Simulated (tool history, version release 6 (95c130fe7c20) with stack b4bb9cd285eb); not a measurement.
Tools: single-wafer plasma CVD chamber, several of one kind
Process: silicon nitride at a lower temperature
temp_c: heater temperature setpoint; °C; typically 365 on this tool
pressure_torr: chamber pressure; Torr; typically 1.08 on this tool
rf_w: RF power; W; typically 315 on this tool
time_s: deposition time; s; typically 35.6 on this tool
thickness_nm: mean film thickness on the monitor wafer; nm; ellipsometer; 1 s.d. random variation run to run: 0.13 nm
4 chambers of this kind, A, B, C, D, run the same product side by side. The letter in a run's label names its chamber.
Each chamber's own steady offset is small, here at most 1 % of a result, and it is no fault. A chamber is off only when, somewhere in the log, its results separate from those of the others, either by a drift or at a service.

run,hour,temp_c,pressure_torr,rf_w,time_s,hours since the last thermocouple change,hours since the last RF generator calibration,hours since the last manometer calibration,"read-back reference wafer on the same gauge, thickness_nm",thickness_nm
# hour 5.0: chamber C: capacitance manometer re-zeroed and calibrated
1C,6.1,365,1.08,315,35.6,1042.7,667.7,1.1,35.082,38.434
2D,12.9,365,1.08,315,35.6,1418.7,565.2,1065.2,35.089,38.984
3B,24.1,365,1.08,315,35.6,544.6,404.0,1268.6,35.126,38.087
4A,32.3,365,1.08,315,35.6,1676.3,583.4,33.6,35.102,38.633
5C,42.6,365,1.08,315,35.6,1079.2,704.2,37.6,35.113,38.584
6A,51.5,365,1.08,315,35.6,1695.5,602.6,52.8,35.118,38.275
7D,62.7,365,1.08,315,35.6,1468.5,615.0,1115.0,35.101,38.832
8B,68.1,365,1.08,315,35.6,588.6,448.0,1312.6,35.109,38.279
9C,75.4,365,1.08,315,35.6,1112.0,737.0,70.4,35.098,38.598
10D,85.7,365,1.08,315,35.6,1491.5,638.0,1138.0,35.107,38.353
11A,97.3,365,1.08,315,35.6,1741.3,648.4,98.6,35.128,38.190
12B,107.8,365,1.08,315,35.6,628.3,487.7,1352.3,35.067,38.301
13B,113.8,365,1.08,315,35.6,634.3,493.7,1358.3,35.120,38.406
14C,119.6,365,1.08,315,35.6,1156.2,781.2,114.6,35.100,38.285
15A,127.9,365,1.08,315,35.6,1771.9,679.0,129.2,35.129,38.613
16D,133.8,365,1.08,315,35.6,1539.6,686.1,1186.1,35.115,38.710
17C,142.6,365,1.08,315,35.6,1179.2,804.2,137.6,35.098,38.396
18A,153.7,365,1.08,315,35.6,1797.7,704.8,155.0,35.084,38.605
19B,161.0,365,1.08,315,35.6,681.5,540.9,1405.5,35.106,38.260
20D,167.5,365,1.08,345,35.6,1573.3,719.8,1219.8,35.108,41.193
21B,176.5,365,1.08,345,35.6,697.0,556.4,1421.0,35.115,40.738
22C,187.8,365,1.08,345,35.6,1224.4,849.4,182.8,35.132,40.890
23D,197.3,365,1.08,345,35.6,1603.1,749.6,1249.6,35.117,41.286
24A,203.0,365,1.08,315,35.6,1847.0,754.1,204.3,35.078,38.169
25D,215.1,365,1.08,315,35.6,1620.9,767.4,1267.4,35.076,38.676
26C,221.7,365,1.08,315,35.6,1258.3,883.3,216.7,35.109,38.492
27A,231.4,365,1.08,315,35.6,1875.4,782.5,232.7,35.092,38.517
28B,241.2,365,1.08,315,35.6,761.7,621.1,1485.7,35.074,38.211
29D,246.5,359,1.08,315,35.6,1652.3,798.8,1298.8,35.087,38.870
30A,253.8,359,1.08,315,35.6,1897.8,804.9,255.1,35.106,38.553
31B,259.3,359,1.08,315,35.6,779.8,639.2,1503.8,35.087,38.280
32C,266.0,359,1.08,315,35.6,1302.6,927.6,261.0,35.082,38.321
33C,271.3,365,1.08,315,35.6,1307.9,932.9,266.3,35.082,38.327
34A,278.3,365,1.08,315,41.4,1922.3,829.4,279.6,35.089,44.627
35D,286.2,365,1.08,315,41.4,1692.0,838.5,1338.5,35.113,45.142
36B,296.8,365,1.08,315,41.4,817.3,676.7,1541.3,35.124,44.518
37D,302.8,365,1.08,315,41.4,1708.6,855.1,1355.1,35.094,44.862
38B,311.6,365,1.08,315,35.6,832.1,691.5,1556.1,35.104,37.999
39A,322.7,365,1.08,315,35.6,1966.7,873.8,324.0,35.092,38.550

All chambers now run identical settings, listed one chamber a line with results as question marks. What results will each chamber show?
40A,331.5,365,1.08,315,35.6,,,,,?
40B,331.5,365,1.08,315,35.6,,,,,?
40C,331.5,365,1.08,315,35.6,,,,,?
40D,331.5,365,1.08,315,35.6,,,,,?

run,thickness_nm
40A,38.647
40B,38.149
40C,38.640
40D,38.687
